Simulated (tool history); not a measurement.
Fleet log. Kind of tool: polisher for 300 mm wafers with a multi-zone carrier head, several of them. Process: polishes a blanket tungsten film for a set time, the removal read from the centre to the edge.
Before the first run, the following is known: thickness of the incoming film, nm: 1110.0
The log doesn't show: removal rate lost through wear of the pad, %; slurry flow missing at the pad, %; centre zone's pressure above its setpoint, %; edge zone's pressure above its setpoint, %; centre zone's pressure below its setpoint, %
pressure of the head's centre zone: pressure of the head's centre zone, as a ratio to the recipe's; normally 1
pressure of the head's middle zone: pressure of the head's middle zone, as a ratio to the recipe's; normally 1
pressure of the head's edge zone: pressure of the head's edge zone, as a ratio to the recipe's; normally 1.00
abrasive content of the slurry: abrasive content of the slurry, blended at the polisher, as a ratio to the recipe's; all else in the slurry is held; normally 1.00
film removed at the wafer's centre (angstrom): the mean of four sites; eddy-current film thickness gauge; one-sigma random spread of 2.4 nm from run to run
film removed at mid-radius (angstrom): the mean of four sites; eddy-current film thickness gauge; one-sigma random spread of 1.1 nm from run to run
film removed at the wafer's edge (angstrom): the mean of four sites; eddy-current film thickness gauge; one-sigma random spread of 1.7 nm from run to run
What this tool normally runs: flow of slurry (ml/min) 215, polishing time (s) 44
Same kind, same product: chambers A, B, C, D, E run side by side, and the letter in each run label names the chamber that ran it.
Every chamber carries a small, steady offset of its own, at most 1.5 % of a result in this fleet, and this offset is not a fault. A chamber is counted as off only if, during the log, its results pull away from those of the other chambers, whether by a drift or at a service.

| run | hour | flow of slurry (ml/min) | pressure of the head's centre zone | pressure of the head's middle zone | pressure of the head's edge zone | abrasive content of the slurry | polishing time (s) | wafers polished on this pad | hours since the slurry nozzle was cleaned | hours since the centre zone pressure was calibrated | hours since the edge zone pressure was calibrated | film removed at the wafer's centre (angstrom) | film removed at mid-radius (angstrom) | film removed at the wafer's edge (angstrom) |
|---|---|---|---|---|---|---|---|---|---|---|---|---|---|---|
|  | 6.2 | chamber D: worn pad replaced by a new one |
| 1C | 8.6 | 215 | 1 | 1 | 1.00 | 1.00 | 44 | 663 | 93.2 | 36.0 | 112.1 | 1594.5 | 1613.3 | 1615.4 |
| 2D | 18.9 | 215 | 1 | 1 | 1.00 | 1.00 | 44 | 191 | 138.1 | 296.0 | 503.6 | 1673.6 | 1636.2 | 1626.5 |
| 3A | 31.1 | 215 | 1 | 1 | 1.00 | 1.00 | 44 | 484 | 666.4 | 244.1 | 634.2 | 1639.5 | 1600.6 | 1622.1 |
|  | 36.8 | chamber B: worn pad replaced by a new one |
|  | 39.9 | chamber C: worn pad replaced by a new one |
| 4B | 45.6 | 215 | 1 | 1 | 1.00 | 1.00 | 44 | 132 | 153.2 | 460.7 | 701.0 | 1648.5 | 1636.9 | 1672.4 |
| 5E | 56.7 | 215 | 1 | 1 | 1.00 | 1.00 | 44 | 875 | 250.8 | 447.4 | 461.4 | 1665.4 | 1651.7 | 1652.6 |
| 6C | 68.9 | 215 | 1 | 1 | 0.91 | 1.00 | 31 | 435 | 153.5 | 96.3 | 172.4 | 1137.6 | 1138.4 | 1082.5 |
|  | 74.2 | chamber E: worn pad replaced by a new one |
|  | 76.7 | chamber D: worn pad replaced by a new one |
| 7D | 81.9 | 215 | 1 | 1 | 0.91 | 1.00 | 31 | 79 | 201.1 | 359.0 | 566.6 | 1116.5 | 1160.3 | 1098.2 |
|  | 91.9 | chamber A: worn pad replaced by a new one |
| 8A | 95.6 | 215 | 1 | 1 | 0.91 | 1.00 | 31 | 56 | 730.9 | 308.6 | 698.7 | 1171.7 | 1138.3 | 1111.7 |
|  | 103.8 | chamber A: centre zone pressure recalibrated |
| 9E | 105.3 | 215 | 1 | 1 | 0.91 | 1.00 | 31 | 467 | 299.4 | 496.0 | 510.0 | 1117.5 | 1168.5 | 1110.9 |
| 10B | 114.1 | 215 | 1 | 1 | 0.91 | 1.00 | 31 | 1160 | 221.7 | 529.2 | 769.5 | 1185.6 | 1147.6 | 1105.3 |
|  | 116.6 | chamber B: worn pad replaced by a new one |
|  | 126.3 | chamber C: worn pad replaced by a new one |
|  | 128.7 | chamber A: slurry nozzle cleaned |
| 11B | 129.2 | 215 | 1 | 1 | 1.00 | 1.00 | 44 | 189 | 236.8 | 544.3 | 784.6 | 1660.8 | 1651.0 | 1626.6 |
|  | 136.6 | chamber D: slurry nozzle cleaned |
| 12C | 138.8 | 215 | 1 | 1 | 1.00 | 1.00 | 44 | 188 | 223.4 | 166.2 | 242.3 | 1569.2 | 1616.9 | 1619.3 |
|  | 144.9 | chamber C: slurry nozzle cleaned |
| 13D | 151.3 | 215 | 1 | 1 | 1.00 | 1.00 | 44 | 1121 | 14.7 | 428.4 | 636.0 | 1687.6 | 1624.2 | 1618.9 |
|  | 158.6 | chamber D: worn pad replaced by a new one |
| 14E | 162.3 | 215 | 1 | 1 | 1.00 | 1.00 | 44 | 1322 | 356.4 | 553.0 | 567.0 | 1566.7 | 1660.9 | 1639.3 |
|  | 163.6 | chamber E: worn pad replaced by a new one |
| 15A | 169.9 | 215 | 1 | 1 | 1.00 | 1.00 | 44 | 1172 | 41.2 | 66.2 | 773.0 | 1638.4 | 1640.7 | 1618.7 |
| 16D | 177.6 | 215 | 1 | 1 | 1.00 | 1.00 | 44 | 285 | 41.0 | 454.7 | 662.3 | 1680.5 | 1641.2 | 1633.8 |
|  | 180.8 | chamber E: slurry nozzle cleaned |
|  | 187.9 | chamber A: worn pad replaced by a new one |
| 17C | 189.0 | 215 | 1 | 1 | 1.00 | 1.00 | 44 | 942 | 44.2 | 216.4 | 292.5 | 1624.6 | 1611.8 | 1643.0 |
|  | 196.4 | chamber B: worn pad replaced by a new one |
|  | 198.6 | chamber C: worn pad replaced by a new one |
| 18A | 200.7 | 215 | 1 | 1 | 1.00 | 1.00 | 44 | 193 | 72.0 | 97.0 | 803.8 | 1647.5 | 1623.5 | 1651.9 |
| 19E | 213.0 | 215 | 1 | 1 | 1.00 | 1.00 | 44 | 742 | 32.2 | 603.7 | 617.7 | 1553.7 | 1643.4 | 1655.3 |
| 20B | 224.1 | 215 | 1 | 1 | 1.00 | 1.25 | 50 | 416 | 331.7 | 639.2 | 879.5 | 1975.1 | 1978.0 | 1965.4 |
|  | 230.7 | chamber B: slurry nozzle cleaned |
| 21D | 234.6 | 215 | 1 | 1 | 1.00 | 1.25 | 50 | 1141 | 98.0 | 511.7 | 719.3 | 1942.1 | 1969.3 | 1942.9 |
|  | 242.2 | chamber D: worn pad replaced by a new one |
|  | 243.8 | chamber E: worn pad replaced by a new one |
| 22E | 244.8 | 215 | 1 | 1 | 1.00 | 1.25 | 50 | 16 | 64.0 | 635.5 | 649.5 | 1881.7 | 1954.5 | 2005.2 |
| 23C | 254.3 | 215 | 1 | 1 | 1.00 | 1.25 | 50 | 836 | 109.5 | 281.7 | 357.8 | 1920.1 | 1930.5 | 1913.6 |
| 24B | 265.6 | 215 | 1 | 1 | 1.00 | 1.25 | 50 | 1039 | 35.0 | 680.7 | 921.0 | 2007.2 | 1954.7 | 1960.0 |
|  | 268.7 | chamber B: worn pad replaced by a new one |
| 25A | 275.4 | 215 | 1 | 1 | 1.00 | 1.00 | 44 | 1315 | 146.7 | 171.7 | 878.5 | 1637.9 | 1617.5 | 1609.8 |
|  | 277.3 | chamber D: centre zone pressure recalibrated |
|  | 277.7 | chamber C: worn pad replaced by a new one |
| 26C | 288.9 | 215 | 1 | 1 | 1.00 | 1.00 | 44 | 169 | 144.1 | 316.3 | 392.4 | 1600.7 | 1615.7 | 1631.1 |
|  | 290.4 | chamber B: edge zone pressure recalibrated |
|  | 293.6 | chamber A: worn pad replaced by a new one |
| 27B | 296.7 | 215 | 1 | 1 | 1.00 | 1.00 | 44 | 421 | 66.1 | 711.8 | 6.3 | 1649.1 | 1626.7 | 1604.7 |
| 28D | 308.4 | 215 | 1 | 1 | 1.00 | 1.00 | 44 | 994 | 171.8 | 31.1 | 793.1 | 1658.8 | 1622.7 | 1635.2 |
| 29A | 315.6 | 215 | 1 | 1 | 1.00 | 1.00 | 44 | 330 | 186.9 | 211.9 | 918.7 | 1660.2 | 1645.1 | 1633.9 |
|  | 322.9 | chamber E: worn pad replaced by a new one |
| 30E | 326.1 | 215 | 1 | 1 | 1.00 | 1.00 | 44 | 48 | 145.3 | 716.8 | 730.8 | 1543.9 | 1641.6 | 1641.9 |
|  | 329.6 | chamber D: worn pad replaced by a new one |
| 31A | 338.7 | 215 | 1 | 1 | 1.00 | 1.00 | 44 | 677 | 210.0 | 235.0 | 941.8 | 1635.8 | 1640.5 | 1647.7 |
| 32C | 347.8 | 215 | 1 | 1 | 1.00 | 1.00 | 44 | 1053 | 203.0 | 375.2 | 451.3 | 1628.8 | 1613.1 | 1608.7 |
|  | 353.7 | chamber B: worn pad replaced by a new one |
| 33E | 356.5 | 215 | 1 | 1 | 1.00 | 1.00 | 44 | 504 | 175.7 | 747.2 | 761.2 | 1512.0 | 1648.2 | 1651.1 |
| 34B | 369.0 | 215 | 1 | 1 | 1.00 | 1.00 | 44 | 229 | 138.4 | 784.1 | 78.6 | 1654.1 | 1638.3 | 1642.0 |
| 35D | 378.2 | 215 | 1 | 1 | 1.00 | 1.00 | 44 | 730 | 241.6 | 100.9 | 862.9 | 1615.3 | 1644.0 | 1598.4 |
| 36D | 391.9 | 215 | 1 | 1 | 1.00 | 1.00 | 44 | 936 | 255.3 | 114.6 | 876.6 | 1620.2 | 1629.2 | 1657.9 |

Each of the 5 chambers runs these same settings next. Fill in every chamber's results:
| 37A | 402.8 | 215 | 1 | 1 | 1.00 | 1.00 | 44 |  |  |  |  | ? | ? | ? |
| 37B | 402.8 | 215 | 1 | 1 | 1.00 | 1.00 | 44 |  |  |  |  | ? | ? | ? |
| 37C | 402.8 | 215 | 1 | 1 | 1.00 | 1.00 | 44 |  |  |  |  | ? | ? | ? |
| 37D | 402.8 | 215 | 1 | 1 | 1.00 | 1.00 | 44 |  |  |  |  | ? | ? | ? |
| 37E | 402.8 | 215 | 1 | 1 | 1.00 | 1.00 | 44 |  |  |  |  | ? | ? | ? |

| run | film removed at the wafer's centre (angstrom) | film removed at mid-radius (angstrom) | film removed at the wafer's edge (angstrom) |
|---|---|---|---|
| 37A | 1674.9 | 1642.3 | 1631.2 |
| 37B | 1606.0 | 1641.6 | 1657.3 |
| 37C | 1600.9 | 1623.8 | 1589.9 |
| 37D | 1638.2 | 1637.4 | 1620.4 |
| 37E | 1484.3 | 1651.2 | 1637.1 |

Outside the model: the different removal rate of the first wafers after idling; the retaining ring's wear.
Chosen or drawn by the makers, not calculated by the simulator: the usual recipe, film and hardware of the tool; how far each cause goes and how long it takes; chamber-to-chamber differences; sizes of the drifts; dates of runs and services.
